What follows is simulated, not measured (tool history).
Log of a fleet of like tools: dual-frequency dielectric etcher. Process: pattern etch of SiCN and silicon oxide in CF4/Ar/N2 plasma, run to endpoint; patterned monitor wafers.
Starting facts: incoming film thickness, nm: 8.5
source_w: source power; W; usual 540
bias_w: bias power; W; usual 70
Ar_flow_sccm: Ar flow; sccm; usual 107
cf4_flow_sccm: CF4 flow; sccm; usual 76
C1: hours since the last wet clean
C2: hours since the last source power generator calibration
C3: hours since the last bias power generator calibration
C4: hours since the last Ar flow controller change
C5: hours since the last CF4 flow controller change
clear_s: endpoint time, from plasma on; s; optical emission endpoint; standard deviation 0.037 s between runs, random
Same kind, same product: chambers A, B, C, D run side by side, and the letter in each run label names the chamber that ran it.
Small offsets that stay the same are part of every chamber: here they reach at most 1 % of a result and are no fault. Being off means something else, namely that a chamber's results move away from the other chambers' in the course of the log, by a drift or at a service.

{"day": 0.175, "done": "chamber B: source power generator calibrated"}
{"run": "1A", "day": 0.267, "source_w": 540, "bias_w": 70, "Ar_flow_sccm": 107, "cf4_flow_sccm": 76, "C1": 26.1, "C2": 1391.0, "C3": 2116.4, "C4": 985.9, "C5": 1443.6, "clear_s": 8.4857}
{"run": "2D", "day": 0.408, "source_w": 540, "bias_w": 70, "Ar_flow_sccm": 107, "cf4_flow_sccm": 76, "C1": 449.7, "C2": 65.0, "C3": 1479.5, "C4": 1950.5, "C5": 2794.1, "clear_s": 8.461}
{"run": "3C", "day": 0.725, "source_w": 540, "bias_w": 70, "Ar_flow_sccm": 107, "cf4_flow_sccm": 76, "C1": 548.0, "C2": 1957.0, "C3": 2032.9, "C4": 2688.6, "C5": 514.2, "clear_s": 8.3681}
{"run": "4B", "day": 1.042, "source_w": 540, "bias_w": 70, "Ar_flow_sccm": 107, "cf4_flow_sccm": 76, "C1": 101.4, "C2": 20.8, "C3": 1409.0, "C4": 830.4, "C5": 4641.0, "clear_s": 8.5552}
{"run": "5A", "day": 1.254, "source_w": 460, "bias_w": 70, "Ar_flow_sccm": 119, "cf4_flow_sccm": 76, "C1": 49.8, "C2": 1414.7, "C3": 2140.1, "C4": 1009.6, "C5": 1467.3, "clear_s": 10.014}
{"run": "6C", "day": 1.525, "source_w": 460, "bias_w": 70, "Ar_flow_sccm": 119, "cf4_flow_sccm": 76, "C1": 567.2, "C2": 1976.2, "C3": 2052.1, "C4": 2707.8, "C5": 533.4, "clear_s": 9.7834}
{"run": "7D", "day": 1.683, "source_w": 460, "bias_w": 70, "Ar_flow_sccm": 119, "cf4_flow_sccm": 76, "C1": 480.3, "C2": 95.6, "C3": 1510.1, "C4": 1981.1, "C5": 2824.7, "clear_s": 9.8267}
{"run": "8B", "day": 1.946, "source_w": 460, "bias_w": 70, "Ar_flow_sccm": 119, "cf4_flow_sccm": 76, "C1": 123.1, "C2": 42.5, "C3": 1430.7, "C4": 852.1, "C5": 4662.7, "clear_s": 9.8571}
{"run": "9D", "day": 2.221, "source_w": 540, "bias_w": 84, "Ar_flow_sccm": 107, "cf4_flow_sccm": 76, "C1": 493.2, "C2": 108.5, "C3": 1523.0, "C4": 1994.0, "C5": 2837.6, "clear_s": 7.9832}
{"run": "10C", "day": 2.383, "source_w": 540, "bias_w": 84, "Ar_flow_sccm": 107, "cf4_flow_sccm": 76, "C1": 587.8, "C2": 1996.8, "C3": 2072.7, "C4": 2728.4, "C5": 554.0, "clear_s": 7.8732}
{"run": "11A", "day": 2.658, "source_w": 540, "bias_w": 84, "Ar_flow_sccm": 107, "cf4_flow_sccm": 76, "C1": 83.5, "C2": 1448.4, "C3": 2173.8, "C4": 1043.3, "C5": 1501.0, "clear_s": 7.9712}
{"run": "12B", "day": 2.962, "source_w": 540, "bias_w": 84, "Ar_flow_sccm": 107, "cf4_flow_sccm": 76, "C1": 147.5, "C2": 66.9, "C3": 1455.1, "C4": 876.5, "C5": 4687.1, "clear_s": 7.9612}
{"run": "13D", "day": 3.171, "source_w": 540, "bias_w": 70, "Ar_flow_sccm": 116, "cf4_flow_sccm": 89, "C1": 516.0, "C2": 131.3, "C3": 1545.8, "C4": 2016.8, "C5": 2860.4, "clear_s": 8.3786}
{"run": "14C", "day": 3.412, "source_w": 540, "bias_w": 70, "Ar_flow_sccm": 116, "cf4_flow_sccm": 89, "C1": 612.5, "C2": 2021.5, "C3": 2097.4, "C4": 2753.1, "C5": 578.7, "clear_s": 8.2905}
{"day": 3.421, "done": "chamber D: wet clean of the chamber"}
{"day": 3.521, "done": "chamber C: wet clean of the chamber"}
{"run": "15A", "day": 3.704, "source_w": 540, "bias_w": 70, "Ar_flow_sccm": 116, "cf4_flow_sccm": 89, "C1": 108.6, "C2": 1473.5, "C3": 2198.9, "C4": 1068.4, "C5": 1526.1, "clear_s": 8.389}
{"run": "16B", "day": 3.954, "source_w": 540, "bias_w": 70, "Ar_flow_sccm": 116, "cf4_flow_sccm": 89, "C1": 171.3, "C2": 90.7, "C3": 1478.9, "C4": 900.3, "C5": 4710.9, "clear_s": 8.417}
{"run": "17A", "day": 4.246, "source_w": 540, "bias_w": 61, "Ar_flow_sccm": 107, "cf4_flow_sccm": 76, "C1": 121.6, "C2": 1486.5, "C3": 2211.9, "C4": 1081.4, "C5": 1539.1, "clear_s": 8.8272}
{"run": "18D", "day": 4.479, "source_w": 540, "bias_w": 61, "Ar_flow_sccm": 107, "cf4_flow_sccm": 76, "C1": 25.5, "C2": 162.7, "C3": 1577.2, "C4": 2048.2, "C5": 2891.8, "clear_s": 8.5266}
{"day": 4.675, "done": "chamber C: source power generator calibrated"}
{"run": "19C", "day": 4.733, "source_w": 540, "bias_w": 61, "Ar_flow_sccm": 107, "cf4_flow_sccm": 76, "C1": 29.1, "C2": 1.5, "C3": 2129.1, "C4": 2784.8, "C5": 610.4, "clear_s": 8.7606}
{"run": "20B", "day": 4.879, "source_w": 540, "bias_w": 61, "Ar_flow_sccm": 107, "cf4_flow_sccm": 76, "C1": 193.5, "C2": 112.9, "C3": 1501.1, "C4": 922.5, "C5": 4733.1, "clear_s": 8.8876}
{"run": "21C", "day": 5.154, "source_w": 540, "bias_w": 70, "Ar_flow_sccm": 107, "cf4_flow_sccm": 76, "C1": 39.2, "C2": 11.6, "C3": 2139.2, "C4": 2794.9, "C5": 620.5, "clear_s": 8.396}
{"run": "22A", "day": 5.317, "source_w": 540, "bias_w": 70, "Ar_flow_sccm": 107, "cf4_flow_sccm": 76, "C1": 147.3, "C2": 1512.2, "C3": 2237.6, "C4": 1107.1, "C5": 1564.8, "clear_s": 8.5094}
{"run": "23B", "day": 5.625, "source_w": 540, "bias_w": 70, "Ar_flow_sccm": 107, "cf4_flow_sccm": 76, "C1": 211.4, "C2": 130.8, "C3": 1519.0, "C4": 940.4, "C5": 4751.0, "clear_s": 8.5677}
{"run": "24D", "day": 5.842, "source_w": 540, "bias_w": 70, "Ar_flow_sccm": 107, "cf4_flow_sccm": 76, "C1": 58.2, "C2": 195.4, "C3": 1609.9, "C4": 2080.9, "C5": 2924.5, "clear_s": 8.0762}
{"run": "25C", "day": 6.054, "source_w": 540, "bias_w": 70, "Ar_flow_sccm": 107, "cf4_flow_sccm": 76, "C1": 60.8, "C2": 33.2, "C3": 2160.8, "C4": 2816.5, "C5": 642.1, "clear_s": 8.3496}
{"run": "26B", "day": 6.321, "source_w": 540, "bias_w": 70, "Ar_flow_sccm": 107, "cf4_flow_sccm": 76, "C1": 228.1, "C2": 147.5, "C3": 1535.7, "C4": 957.1, "C5": 4767.7, "clear_s": 8.4869}
{"run": "27A", "day": 6.492, "source_w": 540, "bias_w": 70, "Ar_flow_sccm": 107, "cf4_flow_sccm": 76, "C1": 175.5, "C2": 1540.4, "C3": 2265.8, "C4": 1135.3, "C5": 1593.0, "clear_s": 8.4925}
{"run": "28D", "day": 6.767, "source_w": 540, "bias_w": 70, "Ar_flow_sccm": 107, "cf4_flow_sccm": 76, "C1": 80.4, "C2": 217.6, "C3": 1632.1, "C4": 2103.1, "C5": 2946.7, "clear_s": 8.086}
{"run": "29B", "day": 7.025, "source_w": 540, "bias_w": 70, "Ar_flow_sccm": 107, "cf4_flow_sccm": 85, "C1": 245.0, "C2": 164.4, "C3": 1552.6, "C4": 974.0, "C5": 4784.6, "clear_s": 8.3609}
{"run": "30D", "day": 7.233, "source_w": 540, "bias_w": 70, "Ar_flow_sccm": 107, "cf4_flow_sccm": 85, "C1": 91.6, "C2": 228.8, "C3": 1643.3, "C4": 2114.3, "C5": 2957.9, "clear_s": 8.0214}
{"run": "31A", "day": 7.383, "source_w": 540, "bias_w": 70, "Ar_flow_sccm": 107, "cf4_flow_sccm": 85, "C1": 196.9, "C2": 1561.8, "C3": 2287.2, "C4": 1156.7, "C5": 1614.4, "clear_s": 8.3288}
{"run": "32C", "day": 7.667, "source_w": 540, "bias_w": 70, "Ar_flow_sccm": 107, "cf4_flow_sccm": 85, "C1": 99.5, "C2": 71.9, "C3": 2199.5, "C4": 2855.2, "C5": 680.8, "clear_s": 8.2167}
{"run": "33D", "day": 7.812, "source_w": 540, "bias_w": 70, "Ar_flow_sccm": 107, "cf4_flow_sccm": 76, "C1": 105.5, "C2": 242.7, "C3": 1657.2, "C4": 2128.2, "C5": 2971.8, "clear_s": 8.1621}
{"run": "34C", "day": 7.983, "source_w": 540, "bias_w": 70, "Ar_flow_sccm": 107, "cf4_flow_sccm": 76, "C1": 107.1, "C2": 79.5, "C3": 2207.1, "C4": 2862.8, "C5": 688.4, "clear_s": 8.4171}

Is one chamber off against the others, does the gauge drift, or is nothing wrong? If a chamber is off, say which, and what the likeliest cause is.

Chamber D came out of a service off from its peers and stayed that way.
Likeliest cause: etch rate over this chamber's usual, % = 4.02.

Chamber D could run next with any of the 4 candidate recipes listed below; each alters the usual settings, and their results appear as question marks. Which one brings its results back in line with what the other chambers deliver on the usual settings?
In-line tolerance around the mean of the other chambers on the usual settings: clear_s 0.1300 s
{"run": "35D-1", "day": 8.217, "source_w": 550, "bias_w": 70, "Ar_flow_sccm": 107, "cf4_flow_sccm": 76, "clear_s": "?"}
{"run": "35D-2", "day": 8.217, "source_w": 520, "bias_w": 69, "Ar_flow_sccm": 107, "cf4_flow_sccm": 76, "clear_s": "?"}
{"run": "35D-3", "day": 8.217, "source_w": 560, "bias_w": 70, "Ar_flow_sccm": 106, "cf4_flow_sccm": 76, "clear_s": "?"}
{"run": "35D-4", "day": 8.217, "source_w": 540, "bias_w": 70, "Ar_flow_sccm": 115, "cf4_flow_sccm": 76, "clear_s": "?"}

Mean of the other chambers on the usual settings: clear_s 8.4436 s
run=35D-1 clear_s=7.9941
run=35D-2 clear_s=8.4359
run=35D-3 clear_s=7.8575
run=35D-4 clear_s=8.2161
35D-2 puts the chamber back in line with the other chambers.

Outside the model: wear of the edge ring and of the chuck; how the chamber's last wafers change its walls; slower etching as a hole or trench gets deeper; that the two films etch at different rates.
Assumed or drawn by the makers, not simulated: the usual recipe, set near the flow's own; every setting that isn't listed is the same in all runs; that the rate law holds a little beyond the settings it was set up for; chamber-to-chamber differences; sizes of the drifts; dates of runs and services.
